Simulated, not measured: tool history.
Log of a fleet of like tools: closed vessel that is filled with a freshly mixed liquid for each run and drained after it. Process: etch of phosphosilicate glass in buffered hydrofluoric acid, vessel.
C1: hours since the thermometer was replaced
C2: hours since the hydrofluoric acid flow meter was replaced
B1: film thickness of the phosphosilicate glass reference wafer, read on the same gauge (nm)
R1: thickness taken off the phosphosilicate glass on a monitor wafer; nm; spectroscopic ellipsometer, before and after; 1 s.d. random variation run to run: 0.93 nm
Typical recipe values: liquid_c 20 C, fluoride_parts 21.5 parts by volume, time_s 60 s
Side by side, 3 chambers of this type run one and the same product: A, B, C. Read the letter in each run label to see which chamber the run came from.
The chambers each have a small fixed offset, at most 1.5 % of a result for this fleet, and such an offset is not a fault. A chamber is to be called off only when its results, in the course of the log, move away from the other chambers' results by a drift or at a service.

-- hour=9.4 chamber C: thermometer replaced
run 1C hour=13.9 | liquid_c=20 fluoride_parts=21.5 time_s=60 | C1=4.5 C2=400.9 | B1=30.022 | R1=237.99
run 2B hour=21.2 | liquid_c=20 fluoride_parts=21.5 time_s=60 | C1=1431.8 C2=441.3 | B1=29.974 | R1=236.49
run 3A hour=30.8 | liquid_c=20 fluoride_parts=21.5 time_s=60 | C1=341.1 C2=217.2 | B1=29.979 | R1=233.68
run 4A hour=41.4 | liquid_c=20 fluoride_parts=21.5 time_s=60 | C1=351.7 C2=227.8 | B1=29.982 | R1=232.4
run 5C hour=50.7 | liquid_c=20 fluoride_parts=21.5 time_s=60 | C1=41.3 C2=437.7 | B1=30.019 | R1=236.55
run 6B hour=60.3 | liquid_c=20 fluoride_parts=21.5 time_s=60 | C1=1470.9 C2=480.4 | B1=29.987 | R1=235.89
run 7A hour=68.8 | liquid_c=20 fluoride_parts=21.5 time_s=60 | C1=379.1 C2=255.2 | B1=29.996 | R1=233.08
run 8C hour=79.7 | liquid_c=20 fluoride_parts=21.5 time_s=60 | C1=70.3 C2=466.7 | B1=30.025 | R1=233.41
run 9B hour=93.2 | liquid_c=20 fluoride_parts=21.5 time_s=60 | C1=1503.8 C2=513.3 | B1=30.003 | R1=235.54
run 10B hour=100.7 | liquid_c=20 fluoride_parts=21.5 time_s=60 | C1=1511.3 C2=520.8 | B1=29.989 | R1=234.06
-- hour=103.8 chamber B: hydrofluoric acid flow meter replaced
run 11C hour=112 | liquid_c=20 fluoride_parts=21.5 time_s=60 | C1=102.6 C2=499 | B1=29.967 | R1=236.96
run 12A hour=120.9 | liquid_c=20 fluoride_parts=21.5 time_s=80 | C1=431.2 C2=307.3 | B1=30.009 | R1=309.9
run 13C hour=127.2 | liquid_c=20 fluoride_parts=21.5 time_s=80 | C1=117.8 C2=514.2 | B1=30.009 | R1=315.9
run 14A hour=140.1 | liquid_c=20 fluoride_parts=21.5 time_s=80 | C1=450.4 C2=326.5 | B1=30.02 | R1=307.79
run 15B hour=154.3 | liquid_c=20 fluoride_parts=21.5 time_s=60 | C1=1564.9 C2=50.6 | B1=29.992 | R1=233.03
run 16B hour=162.5 | liquid_c=20 fluoride_parts=21.5 time_s=60 | C1=1573.1 C2=58.8 | B1=30.002 | R1=232.77
run 17C hour=171.1 | liquid_c=20 fluoride_parts=21.5 time_s=60 | C1=161.7 C2=558.1 | B1=29.975 | R1=237.09
run 18A hour=178.9 | liquid_c=20 fluoride_parts=21.5 time_s=60 | C1=489.2 C2=365.3 | B1=29.985 | R1=232.12
run 19C hour=190.2 | liquid_c=20 fluoride_parts=21.5 time_s=60 | C1=180.8 C2=577.2 | B1=30.05 | R1=235.5
run 20A hour=199.5 | liquid_c=20 fluoride_parts=21.5 time_s=60 | C1=509.8 C2=385.9 | B1=29.991 | R1=231.39
run 21B hour=209.7 | liquid_c=20 fluoride_parts=21.5 time_s=60 | C1=1620.3 C2=106 | B1=29.981 | R1=231.2
run 22C hour=221.4 | liquid_c=20 fluoride_parts=21.5 time_s=60 | C1=212 C2=608.4 | B1=29.975 | R1=236.81
run 23A hour=234.9 | liquid_c=20 fluoride_parts=21.5 time_s=60 | C1=545.2 C2=421.3 | B1=30.028 | R1=231.72
-- hour=238 chamber A: hydrofluoric acid flow meter replaced
run 24B hour=245.8 | liquid_c=20 fluoride_parts=21.5 time_s=60 | C1=1656.4 C2=142.1 | B1=29.981 | R1=226.48
run 25B hour=257.2 | liquid_c=20 fluoride_parts=21.5 time_s=60 | C1=1667.8 C2=153.5 | B1=30.002 | R1=225.98
run 26C hour=265.4 | liquid_c=20 fluoride_parts=21.5 time_s=60 | C1=256 C2=652.4 | B1=30.035 | R1=233.9
run 27A hour=274.7 | liquid_c=20 fluoride_parts=21.5 time_s=60 | C1=585 C2=36.7 | B1=30.023 | R1=232.47
run 28B hour=286.9 | liquid_c=20 fluoride_parts=21.5 time_s=60 | C1=1697.5 C2=183.2 | B1=30.017 | R1=225.34
run 29A hour=297.4 | liquid_c=20 fluoride_parts=21.5 time_s=60 | C1=607.7 C2=59.4 | B1=29.961 | R1=232.18
run 30C hour=304.5 | liquid_c=20 fluoride_parts=21.5 time_s=60 | C1=295.1 C2=691.5 | B1=30.003 | R1=234.02
run 31C hour=312 | liquid_c=20 fluoride_parts=21.5 time_s=60 | C1=302.6 C2=699 | B1=30.035 | R1=235.65

Read the log: is a single chamber off, either drifting away or since a service, is the gauge that measures every chamber drifting, or is nothing wrong beyond small per-chamber offsets? Name any odd chamber and what most likely caused it.

Little by little, chamber B moves away from the other chambers.
Most likely cause: liquid colder than its thermometer reads (K) = 0.868.
From this log alone, it may not be told apart from: hydrofluoric acid flow below the setpoint (%).

Below are 4 candidate recipes for chamber B's next run, each the usual settings with a change, their results shown as question marks. Which of them brings B's results back in line with what the other chambers give on the usual settings?
In-line tolerance around the mean of the other chambers on the usual settings: R1 3.3 nm
run 32B-1 hour=322.4 | liquid_c=20 fluoride_parts=21 time_s=60 | R1=?
run 32B-2 hour=322.4 | liquid_c=20 fluoride_parts=23 time_s=60 | R1=?
run 32B-3 hour=322.4 | liquid_c=20.5 fluoride_parts=21 time_s=60 | R1=?
run 32B-4 hour=322.4 | liquid_c=20 fluoride_parts=22 time_s=60 | R1=?

What the other chambers average on the usual settings: R1 233.36 nm
run=32B-1 R1=226.89
run=32B-2 R1=212.87
run=32B-3 R1=233.51
run=32B-4 R1=219.61
32B-3 puts the chamber back in line with the other chambers.
